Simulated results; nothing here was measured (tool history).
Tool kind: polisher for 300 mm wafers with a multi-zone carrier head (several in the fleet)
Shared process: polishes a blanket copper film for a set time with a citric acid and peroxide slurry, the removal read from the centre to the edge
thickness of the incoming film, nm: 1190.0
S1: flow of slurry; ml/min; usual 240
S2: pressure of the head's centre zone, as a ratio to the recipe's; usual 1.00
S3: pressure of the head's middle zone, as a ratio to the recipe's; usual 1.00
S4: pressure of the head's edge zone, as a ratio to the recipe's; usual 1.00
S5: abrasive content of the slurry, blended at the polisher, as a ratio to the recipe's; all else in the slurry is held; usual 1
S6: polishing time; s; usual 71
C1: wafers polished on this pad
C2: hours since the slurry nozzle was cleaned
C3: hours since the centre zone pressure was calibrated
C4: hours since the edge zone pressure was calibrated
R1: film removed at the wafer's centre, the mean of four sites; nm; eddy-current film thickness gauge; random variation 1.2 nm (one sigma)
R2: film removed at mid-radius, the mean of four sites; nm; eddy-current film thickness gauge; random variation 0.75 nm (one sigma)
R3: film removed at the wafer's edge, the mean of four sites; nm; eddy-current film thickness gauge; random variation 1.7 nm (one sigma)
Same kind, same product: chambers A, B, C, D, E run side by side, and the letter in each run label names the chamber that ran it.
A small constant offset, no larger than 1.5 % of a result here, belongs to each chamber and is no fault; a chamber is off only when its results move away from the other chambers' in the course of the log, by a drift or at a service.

| run | day | S1 | S2 | S3 | S4 | S5 | S6 | C1 | C2 | C3 | C4 | R1 | R2 | R3 |
|---|---|---|---|---|---|---|---|---|---|---|---|---|---|---|
| 1C | 0.262 | 240 | 1.00 | 1.00 | 1.00 | 1 | 71 | 502 | 835.5 | 328.6 | 229.0 | 122.010 | 124.290 | 124.720 |
| 2A | 0.442 | 240 | 1.00 | 1.00 | 1.00 | 1 | 71 | 839 | 846.0 | 914.5 | 260.6 | 122.540 | 125.210 | 124.640 |
| 3B | 0.646 | 240 | 1.00 | 1.00 | 1.00 | 1 | 71 | 228 | 155.7 | 89.8 | 330.0 | 125.780 | 123.730 | 126.880 |
| 4E | 0.946 | 240 | 1.00 | 1.00 | 1.00 | 1 | 71 | 648 | 373.9 | 127.8 | 182.8 | 125.580 | 124.910 | 124.070 |
| 5D | 1.262 | 240 | 1.00 | 1.00 | 1.00 | 1 | 71 | 379 | 244.3 | 1182.2 | 218.9 | 121.430 | 122.730 | 126.790 |
|  | 1.488 | chamber A: slurry nozzle cleaned |
| 6C | 1.571 | 240 | 1.00 | 1.00 | 1.00 | 1 | 71 | 693 | 866.9 | 360.0 | 260.4 | 122.000 | 125.270 | 121.420 |
| 7D | 1.808 | 240 | 1.00 | 1.00 | 1.00 | 1 | 71 | 459 | 257.4 | 1195.3 | 232.0 | 120.720 | 122.840 | 126.260 |
| 8A | 2.000 | 240 | 1.00 | 1.00 | 1.00 | 1 | 71 | 1066 | 12.4 | 951.9 | 298.0 | 124.210 | 125.370 | 126.180 |
|  | 2.096 | chamber D: slurry nozzle cleaned |
| 9E | 2.208 | 240 | 1.00 | 1.00 | 1.00 | 1 | 71 | 832 | 404.2 | 158.1 | 213.1 | 123.600 | 125.580 | 126.510 |
| 10B | 2.475 | 240 | 1.00 | 0.89 | 0.94 | 1 | 71 | 495 | 199.6 | 133.7 | 373.9 | 123.820 | 110.780 | 121.280 |
| 11E | 2.767 | 240 | 1.00 | 0.89 | 0.94 | 1 | 71 | 914 | 417.6 | 171.5 | 226.5 | 125.400 | 112.270 | 121.410 |
|  | 2.800 | chamber B: worn pad replaced by a new one |
| 12C | 2.988 | 240 | 1.00 | 0.89 | 0.94 | 1 | 71 | 900 | 900.9 | 394.0 | 294.4 | 120.760 | 112.180 | 120.240 |
|  | 3.054 | chamber A: worn pad replaced by a new one |
| 13B | 3.242 | 240 | 1.00 | 0.89 | 0.94 | 1 | 71 | 64 | 218.0 | 152.1 | 392.3 | 125.650 | 111.750 | 122.410 |
| 14A | 3.500 | 240 | 1.00 | 0.89 | 0.94 | 1 | 71 | 65 | 48.4 | 987.9 | 334.0 | 124.360 | 113.360 | 121.990 |
|  | 3.671 | chamber C: slurry nozzle cleaned |
| 15D | 3.767 | 240 | 1.00 | 1.00 | 1.00 | 1 | 71 | 745 | 40.2 | 1242.3 | 279.0 | 118.490 | 119.030 | 117.530 |
| 16B | 3.967 | 240 | 1.00 | 1.00 | 1.00 | 1 | 71 | 170 | 235.4 | 169.5 | 409.7 | 126.700 | 124.490 | 123.600 |
| 17E | 4.233 | 240 | 1.00 | 1.00 | 1.00 | 1 | 71 | 1128 | 452.8 | 206.7 | 261.7 | 123.850 | 125.510 | 125.470 |
| 18D | 4.446 | 240 | 1.00 | 1.00 | 1.00 | 1 | 71 | 844 | 56.5 | 1258.6 | 295.3 | 115.520 | 119.520 | 117.820 |
|  | 4.542 | chamber D: centre zone pressure recalibrated |
| 19A | 4.625 | 240 | 1.00 | 1.00 | 1.00 | 1 | 71 | 229 | 75.4 | 1014.9 | 361.0 | 123.670 | 126.080 | 124.220 |
| 20C | 4.962 | 240 | 1.00 | 1.00 | 1.00 | 1 | 71 | 1188 | 31.0 | 441.4 | 341.8 | 121.800 | 124.360 | 123.810 |
| 21A | 5.229 | 240 | 1.00 | 1.00 | 1.00 | 1 | 71 | 317 | 89.9 | 1029.4 | 375.5 | 124.030 | 125.350 | 124.230 |
|  | 5.421 | chamber B: slurry nozzle cleaned |
| 22C | 5.421 | 240 | 1.00 | 1.00 | 1.00 | 1 | 71 | 1255 | 42.0 | 452.4 | 352.8 | 120.320 | 123.720 | 125.470 |
| 23D | 5.662 | 240 | 1.00 | 1.00 | 1.00 | 1 | 71 | 1022 | 85.7 | 26.9 | 324.5 | 115.480 | 116.460 | 113.920 |
| 24E | 5.821 | 240 | 1.05 | 1.00 | 1.10 | 1 | 71 | 1360 | 490.9 | 244.8 | 299.8 | 131.740 | 124.250 | 129.680 |
|  | 5.971 | chamber E: worn pad replaced by a new one |
| 25B | 6.046 | 240 | 1.05 | 1.00 | 1.10 | 1 | 71 | 474 | 15.0 | 219.4 | 459.6 | 132.500 | 122.170 | 130.390 |
| 26D | 6.196 | 240 | 1.05 | 1.00 | 1.10 | 1 | 71 | 1099 | 98.5 | 39.7 | 337.3 | 118.790 | 116.320 | 119.980 |
| 27C | 6.383 | 240 | 1.05 | 1.00 | 1.10 | 1 | 71 | 1395 | 65.1 | 475.5 | 375.9 | 127.450 | 122.850 | 127.390 |
| 28B | 6.575 | 240 | 1.05 | 1.00 | 1.10 | 1 | 71 | 551 | 27.7 | 232.1 | 472.3 | 129.670 | 123.710 | 134.380 |
|  | 6.725 | chamber B: worn pad replaced by a new one |
| 29A | 6.746 | 240 | 1.00 | 1.00 | 1.00 | 1 | 71 | 539 | 126.3 | 1065.8 | 411.9 | 124.280 | 126.840 | 123.730 |
| 30E | 6.908 | 240 | 1.00 | 1.00 | 1.00 | 1 | 71 | 136 | 517.0 | 270.9 | 325.9 | 125.540 | 124.810 | 123.750 |
|  | 6.971 | chamber C: worn pad replaced by a new one |
| 31B | 7.133 | 240 | 1.00 | 1.00 | 1.00 | 1 | 71 | 59 | 41.1 | 245.5 | 485.7 | 125.540 | 125.310 | 123.980 |
| 32C | 7.308 | 240 | 0.96 | 1.00 | 1.00 | 1 | 50 | 49 | 87.3 | 497.7 | 398.1 | 82.060 | 88.349 | 86.631 |
| 33A | 7.642 | 240 | 0.96 | 1.00 | 1.00 | 1 | 50 | 669 | 147.8 | 1087.3 | 433.4 | 83.919 | 89.255 | 87.901 |

Which is it: a chamber that has drifted or been left off by a service, a gauge drift common to all chambers, or only each chamber's usual small offset? If a chamber is off, name it and its likeliest cause.

One chamber, D, drifts off from the rest bit by bit.
Cause: removal rate lost through wear of the pad, % = 8.73.

Here are 4 candidates for chamber D's next run, each the usual settings with a change, their results left as question marks. Which one brings its results back in line with what the others give on the usual settings?
Maximum distance from the other chambers' mean on the usual settings for a result to count as in line: R1 4.100 nm; R2 2.600 nm; R3 5.900 nm
| 34D-1 | 7.883 | 245 | 1.02 | 1.01 | 0.99 | 1 | 82 |  |  |  |  | ? | ? | ? |
| 34D-2 | 7.883 | 245 | 1.01 | 1.01 | 1.00 | 1 | 77 |  |  |  |  | ? | ? | ? |
| 34D-3 | 7.883 | 235 | 0.99 | 0.99 | 1.00 | 1 | 65 |  |  |  |  | ? | ? | ? |
| 34D-4 | 7.883 | 235 | 0.99 | 0.99 | 1.00 | 1 | 62 |  |  |  |  | ? | ? | ? |

On the usual settings, the other chambers give on average: R1 123.810 nm; R2 124.690 nm; R3 124.290 nm
| run | R1 | R2 | R3 |
|---|---|---|---|
| 34D-1 | 132.350 | 132.520 | 130.580 |
| 34D-2 | 122.940 | 124.440 | 123.260 |
| 34D-3 | 100.930 | 102.630 | 103.690 |
| 34D-4 | 96.270 | 97.894 | 98.902 |
34D-2 puts the chamber back in line with the other chambers.
